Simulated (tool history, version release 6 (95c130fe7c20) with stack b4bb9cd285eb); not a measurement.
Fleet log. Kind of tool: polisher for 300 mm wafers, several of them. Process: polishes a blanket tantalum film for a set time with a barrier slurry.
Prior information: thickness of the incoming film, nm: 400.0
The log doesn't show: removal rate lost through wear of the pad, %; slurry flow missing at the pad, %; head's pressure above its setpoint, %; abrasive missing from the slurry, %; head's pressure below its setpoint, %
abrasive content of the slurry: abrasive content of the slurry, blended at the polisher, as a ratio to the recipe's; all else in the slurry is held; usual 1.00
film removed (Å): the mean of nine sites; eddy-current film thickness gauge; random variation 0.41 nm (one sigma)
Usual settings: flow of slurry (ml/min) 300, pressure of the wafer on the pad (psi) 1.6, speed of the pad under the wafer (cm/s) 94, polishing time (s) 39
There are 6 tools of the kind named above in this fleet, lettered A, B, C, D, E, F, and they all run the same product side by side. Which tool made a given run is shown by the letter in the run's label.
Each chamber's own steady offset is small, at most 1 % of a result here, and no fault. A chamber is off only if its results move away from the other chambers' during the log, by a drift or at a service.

| run | hour | flow of slurry (ml/min) | pressure of the wafer on the pad (psi) | speed of the pad under the wafer (cm/s) | abrasive content of the slurry | polishing time (s) | wafers polished on this pad | hours since the slurry nozzle was cleaned | hours since the head pressure was calibrated | hours since the slurry blender was calibrated | film removed (Å) |
|---|---|---|---|---|---|---|---|---|---|---|---|
| 1C | 9.1 | 300 | 1.6 | 94 | 1.00 | 39 | 150 | 293.5 | 176.9 | 279.8 | 524.47 |
|  | 14.0 | chamber A: worn pad replaced by a new one |
|  | 15.2 | chamber E: worn pad replaced by a new one |
| 2E | 18.3 | 300 | 1.6 | 94 | 1.00 | 39 | 44 | 52.2 | 622.4 | 205.2 | 523.35 |
| 3A | 27.2 | 300 | 1.6 | 94 | 1.00 | 39 | 186 | 611.0 | 215.7 | 33.8 | 522.09 |
| 4D | 36.3 | 300 | 1.6 | 94 | 1.00 | 39 | 656 | 442.4 | 126.4 | 42.1 | 522.93 |
| 5F | 44.0 | 300 | 1.6 | 94 | 1.00 | 39 | 657 | 72.4 | 362.2 | 53.1 | 529.30 |
|  | 44.2 | chamber B: worn pad replaced by a new one |
| 6B | 49.3 | 300 | 1.6 | 94 | 1.00 | 39 | 73 | 242.7 | 697.7 | 258.9 | 527.13 |
|  | 51.0 | chamber E: slurry blender recalibrated |
|  | 54.0 | chamber D: worn pad replaced by a new one |
| 7F | 61.0 | 300 | 1.6 | 94 | 1.00 | 39 | 896 | 89.4 | 379.2 | 70.1 | 517.23 |
|  | 69.1 | chamber C: worn pad replaced by a new one |
| 8D | 72.7 | 300 | 1.6 | 94 | 1.00 | 39 | 264 | 478.8 | 162.8 | 78.5 | 522.92 |
| 9A | 79.1 | 300 | 1.6 | 94 | 1.00 | 39 | 915 | 662.9 | 267.6 | 85.7 | 531.64 |
|  | 84.9 | chamber A: worn pad replaced by a new one |
|  | 86.4 | chamber F: worn pad replaced by a new one |
| 10E | 88.9 | 300 | 1.6 | 94 | 1.00 | 39 | 1037 | 122.8 | 693.0 | 37.9 | 520.21 |
|  | 90.8 | chamber A: slurry nozzle cleaned |
| 11B | 98.4 | 300 | 1.6 | 94 | 1.00 | 39 | 763 | 291.8 | 746.8 | 308.0 | 512.62 |
| 12C | 106.7 | 300 | 1.6 | 94 | 1.00 | 39 | 529 | 391.1 | 274.5 | 377.4 | 521.11 |
|  | 108.3 | chamber D: slurry blender recalibrated |
|  | 114.4 | chamber E: worn pad replaced by a new one |
| 13B | 116.3 | 300 | 1.6 | 94 | 1.00 | 39 | 1014 | 309.7 | 764.7 | 325.9 | 517.69 |
| 14D | 125.8 | 300 | 1.6 | 94 | 1.00 | 39 | 1010 | 531.9 | 215.9 | 17.5 | 526.27 |
|  | 128.2 | chamber C: slurry blender recalibrated |
|  | 130.2 | chamber D: worn pad replaced by a new one |
| 15E | 134.9 | 300 | 1.6 | 94 | 1.00 | 39 | 288 | 168.8 | 739.0 | 83.9 | 517.49 |
|  | 135.8 | chamber C: worn pad replaced by a new one |
|  | 138.7 | chamber B: worn pad replaced by a new one |
| 16F | 140.1 | 300 | 1.6 | 94 | 1.00 | 39 | 755 | 168.5 | 458.3 | 149.2 | 524.57 |
| 17C | 146.5 | 300 | 1.6 | 94 | 1.00 | 39 | 151 | 430.9 | 314.3 | 18.4 | 514.18 |
|  | 150.4 | chamber B: slurry blender recalibrated |
|  | 151.8 | chamber F: slurry blender recalibrated |
|  | 152.1 | chamber A: worn pad replaced by a new one |
| 18A | 157.9 | 300 | 1.6 | 94 | 1.00 | 39 | 82 | 67.1 | 346.4 | 164.5 | 521.46 |
|  | 158.2 | chamber F: slurry nozzle cleaned |
| 19E | 164.1 | 300 | 1.6 | 94 | 1.00 | 39 | 699 | 198.0 | 768.2 | 113.1 | 520.82 |
|  | 164.5 | chamber F: worn pad replaced by a new one |
|  | 168.4 | chamber F: head pressure recalibrated |
| 20F | 174.6 | 300 | 1.6 | 94 | 1.00 | 39 | 142 | 16.4 | 6.2 | 22.9 | 474.20 |
| 21D | 180.1 | 300 | 1.6 | 94 | 1.00 | 39 | 701 | 586.2 | 270.2 | 71.8 | 526.37 |
| 22B | 189.6 | 300 | 1.6 | 94 | 1.00 | 39 | 716 | 383.0 | 838.0 | 39.2 | 523.56 |
|  | 191.8 | chamber D: worn pad replaced by a new one |
| 23A | 200.6 | 300 | 1.6 | 94 | 1.00 | 39 | 682 | 109.8 | 389.1 | 207.2 | 526.79 |
|  | 202.2 | chamber C: worn pad replaced by a new one |
|  | 204.5 | chamber B: head pressure recalibrated |
| 24C | 210.2 | 300 | 1.6 | 94 | 1.00 | 39 | 113 | 494.6 | 378.0 | 82.1 | 513.27 |
|  | 211.6 | chamber D: slurry blender recalibrated |
|  | 215.0 | chamber E: worn pad replaced by a new one |
| 25C | 218.7 | 300 | 1.6 | 94 | 1.00 | 39 | 232 | 503.1 | 386.5 | 90.6 | 522.51 |
|  | 218.8 | chamber A: worn pad replaced by a new one |
|  | 220.8 | chamber B: worn pad replaced by a new one |
| 26A | 230.4 | 300 | 1.6 | 94 | 1.00 | 39 | 163 | 139.6 | 418.9 | 237.0 | 518.92 |
| 27E | 236.8 | 300 | 1.6 | 94 | 1.00 | 39 | 306 | 270.7 | 840.9 | 185.8 | 516.75 |
|  | 240.3 | chamber A: head pressure recalibrated |
| 28D | 244.0 | 300 | 1.6 | 94 | 1.15 | 39 | 734 | 650.1 | 334.1 | 32.5 | 544.24 |
| 29B | 251.3 | 300 | 1.6 | 94 | 1.15 | 39 | 429 | 444.7 | 46.8 | 100.9 | 541.21 |
|  | 254.5 | chamber F: worn pad replaced by a new one |
| 30F | 258.9 | 300 | 1.6 | 94 | 1.15 | 39 | 61 | 100.7 | 90.5 | 107.2 | 489.54 |
|  | 266.9 | chamber D: worn pad replaced by a new one |
|  | 267.7 | chamber E: slurry blender recalibrated |
| 31B | 269.6 | 300 | 1.6 | 94 | 1.15 | 39 | 686 | 463.0 | 65.1 | 119.2 | 541.01 |
|  | 270.1 | chamber C: worn pad replaced by a new one |
| 32A | 277.8 | 300 | 1.6 | 94 | 1.15 | 39 | 830 | 187.0 | 37.6 | 284.4 | 547.87 |
|  | 282.2 | chamber A: worn pad replaced by a new one |
| 33E | 289.5 | 300 | 1.6 | 94 | 1.15 | 39 | 1047 | 323.4 | 893.6 | 21.8 | 541.30 |
| 34C | 299.1 | 300 | 1.4 | 94 | 1.10 | 39 | 407 | 583.5 | 466.9 | 171.0 | 467.71 |
|  | 301.9 | chamber E: worn pad replaced by a new one |
| 35D | 310.2 | 300 | 1.4 | 94 | 1.10 | 39 | 609 | 716.3 | 400.3 | 98.7 | 463.53 |
|  | 311.4 | chamber F: slurry blender recalibrated |
|  | 313.2 | chamber A: slurry blender recalibrated |
| 36F | 317.9 | 300 | 1.4 | 94 | 1.10 | 39 | 891 | 159.7 | 149.5 | 6.6 | 423.53 |
|  | 323.0 | chamber C: slurry nozzle cleaned |
| 37A | 327.3 | 300 | 1.4 | 94 | 1.10 | 39 | 634 | 236.5 | 87.1 | 14.1 | 470.95 |
| 38E | 337.1 | 300 | 1.4 | 94 | 1.10 | 39 | 495 | 371.0 | 941.2 | 69.4 | 467.54 |
|  | 337.6 | chamber C: worn pad replaced by a new one |
| 39C | 343.8 | 300 | 1.4 | 94 | 1.10 | 39 | 87 | 20.9 | 511.6 | 215.7 | 464.87 |

The same settings go to every chamber for the next run, one line per chamber below. Forecast the results for each:
| 40A | 352.3 | 300 | 1.6 | 94 | 1.15 | 39 |  |  |  |  | ? |
| 40B | 352.3 | 300 | 1.6 | 94 | 1.15 | 39 |  |  |  |  | ? |
| 40C | 352.3 | 300 | 1.6 | 94 | 1.15 | 39 |  |  |  |  | ? |
| 40D | 352.3 | 300 | 1.6 | 94 | 1.15 | 39 |  |  |  |  | ? |
| 40E | 352.3 | 300 | 1.6 | 94 | 1.15 | 39 |  |  |  |  | ? |
| 40F | 352.3 | 300 | 1.6 | 94 | 1.15 | 39 |  |  |  |  | ? |

| run | film removed (Å) |
|---|---|
| 40A | 551.31 |
| 40B | 541.95 |
| 40C | 535.17 |
| 40D | 539.97 |
| 40E | 535.49 |
| 40F | 487.89 |
